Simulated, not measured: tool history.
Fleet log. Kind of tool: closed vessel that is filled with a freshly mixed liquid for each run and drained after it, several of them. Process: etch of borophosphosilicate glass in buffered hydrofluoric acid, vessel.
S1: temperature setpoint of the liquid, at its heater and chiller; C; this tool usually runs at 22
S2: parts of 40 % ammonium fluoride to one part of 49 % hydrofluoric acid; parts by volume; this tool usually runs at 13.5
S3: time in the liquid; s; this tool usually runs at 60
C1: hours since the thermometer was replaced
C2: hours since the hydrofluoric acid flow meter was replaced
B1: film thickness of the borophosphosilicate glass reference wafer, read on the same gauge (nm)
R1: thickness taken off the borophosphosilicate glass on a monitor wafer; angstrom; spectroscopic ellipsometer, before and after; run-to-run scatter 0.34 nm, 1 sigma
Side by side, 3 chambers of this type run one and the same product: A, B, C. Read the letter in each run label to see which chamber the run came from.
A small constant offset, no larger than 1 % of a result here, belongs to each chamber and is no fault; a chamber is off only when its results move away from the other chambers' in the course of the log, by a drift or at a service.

run 1A hour=6.3 | S1=22 S2=13.5 S3=60 | C1=1007.0 C2=308.8 | B1=130.00 | R1=508.16
run 2B hour=11.0 | S1=22 S2=13.5 S3=60 | C1=231.1 C2=114.9 | B1=130.04 | R1=502.37
run 3C hour=14.7 | S1=22 S2=13.5 S3=60 | C1=1710.0 C2=822.2 | B1=129.98 | R1=491.36
run 4C hour=19.5 | S1=22 S2=13.5 S3=60 | C1=1714.8 C2=827.0 | B1=130.01 | R1=497.66
run 5B hour=27.2 | S1=22 S2=13.5 S3=60 | C1=247.3 C2=131.1 | B1=130.04 | R1=499.96
run 6A hour=34.1 | S1=22 S2=13.5 S3=60 | C1=1034.8 C2=336.6 | B1=130.01 | R1=509.43
run 7B hour=39.2 | S1=22 S2=13.5 S3=75 | C1=259.3 C2=143.1 | B1=130.02 | R1=621.33
run 8C hour=43.3 | S1=22 S2=13.5 S3=75 | C1=1738.6 C2=850.8 | B1=130.02 | R1=624.85
run 9A hour=48.6 | S1=22 S2=13.5 S3=75 | C1=1049.3 C2=351.1 | B1=130.00 | R1=629.93
run 10B hour=54.4 | S1=22 S2=13.5 S3=60 | C1=274.5 C2=158.3 | B1=129.99 | R1=499.88
run 11C hour=59.5 | S1=22 S2=9.5 S3=60 | C1=1754.8 C2=867.0 | B1=130.01 | R1=682.58
run 12A hour=65.9 | S1=22 S2=9.5 S3=60 | C1=1066.6 C2=368.4 | B1=130.00 | R1=705.13
run 13A hour=69.8 | S1=22 S2=9.5 S3=60 | C1=1070.5 C2=372.3 | B1=129.99 | R1=698.93
run 14C hour=78.0 | S1=22 S2=13.5 S3=60 | C1=1773.3 C2=885.5 | B1=130.03 | R1=495.49
run 15B hour=85.8 | S1=24 S2=13.5 S3=85 | C1=305.9 C2=189.7 | B1=130.02 | R1=797.25
run 16B hour=89.6 | S1=24 S2=13.5 S3=85 | C1=309.7 C2=193.5 | B1=129.99 | R1=796.03
run 17A hour=96.6 | S1=24 S2=13.5 S3=85 | C1=1097.3 C2=399.1 | B1=129.99 | R1=795.56
run 18C hour=101.2 | S1=22 S2=13.5 S3=60 | C1=1796.5 C2=908.7 | B1=130.00 | R1=498.02
run 19A hour=108.9 | S1=22 S2=13.5 S3=60 | C1=1109.6 C2=411.4 | B1=130.05 | R1=505.19
run 20B hour=116.8 | S1=27 S2=16.5 S3=60 | C1=336.9 C2=220.7 | B1=129.99 | R1=548.96
run 21C hour=124.9 | S1=27 S2=16.5 S3=60 | C1=1820.2 C2=932.4 | B1=130.05 | R1=535.70
run 22B hour=129.8 | S1=27 S2=16.5 S3=60 | C1=349.9 C2=233.7 | B1=130.01 | R1=553.71
run 23C hour=135.7 | S1=22 S2=13.5 S3=60 | C1=1831.0 C2=943.2 | B1=129.96 | R1=490.06
run 24A hour=143.4 | S1=22 S2=13.5 S3=60 | C1=1144.1 C2=445.9 | B1=130.01 | R1=502.20
run 25B hour=147.5 | S1=22 S2=13.5 S3=60 | C1=367.6 C2=251.4 | B1=130.02 | R1=515.29
run 26A hour=155.2 | S1=22 S2=13.5 S3=45 | C1=1155.9 C2=457.7 | B1=130.00 | R1=378.47
run 27C hour=160.3 | S1=22 S2=13.5 S3=45 | C1=1855.6 C2=967.8 | B1=130.02 | R1=374.20
run 28C hour=168.0 | S1=22 S2=13.5 S3=45 | C1=1863.3 C2=975.5 | B1=129.98 | R1=375.22
run 29A hour=176.1 | S1=22 S2=13.5 S3=60 | C1=1176.8 C2=478.6 | B1=130.04 | R1=507.60
run 30B hour=184.2 | S1=22 S2=13.5 S3=60 | C1=404.3 C2=288.1 | B1=129.98 | R1=528.35
run 31C hour=189.8 | S1=22 S2=8.5 S3=30 | C1=1885.1 C2=997.3 | B1=130.03 | R1=379.72
run 32B hour=194.2 | S1=22 S2=8.5 S3=30 | C1=414.3 C2=298.1 | B1=130.01 | R1=405.82
run 33A hour=202.5 | S1=22 S2=8.5 S3=30 | C1=1203.2 C2=505.0 | B1=130.00 | R1=377.90
run 34C hour=209.5 | S1=22 S2=13.5 S3=60 | C1=1904.8 C2=1017.0 | B1=130.02 | R1=497.54

Decide between three cases: one chamber stands off from its peers, the gauge reading all wafers drifts, or nothing is wrong past each chamber's small offset. Where a chamber is off, say which and what most likely put it there.

Chamber B drifts away from the others.
Likeliest cause: liquid hotter than its thermometer reads (K) = 1.35.
It could be hard to tell apart here from: hydrofluoric acid flow above the setpoint (%).

Which of the 4 candidates below, each the usual settings with something changed and its results left as question marks, puts chamber B back in line with what the other chambers give on the usual settings?
Maximum distance from the other chambers' mean on the usual settings for a result to count as in line: R1 12.00 angstrom
run 35B-1 hour=215.5 | S1=22 S2=13.5 S3=65 | R1=?
run 35B-2 hour=215.5 | S1=22 S2=14.5 S3=60 | R1=?
run 35B-3 hour=215.5 | S1=23 S2=12.5 S3=60 | R1=?
run 35B-4 hour=215.5 | S1=22 S2=15.5 S3=60 | R1=?

On the usual settings, the other chambers give on average: R1 500.30 angstrom
run=35B-1 R1=584.84
run=35B-2 R1=503.64
run=35B-3 R1=613.30
run=35B-4 R1=471.95
35B-2 puts the chamber back in line with the other chambers.
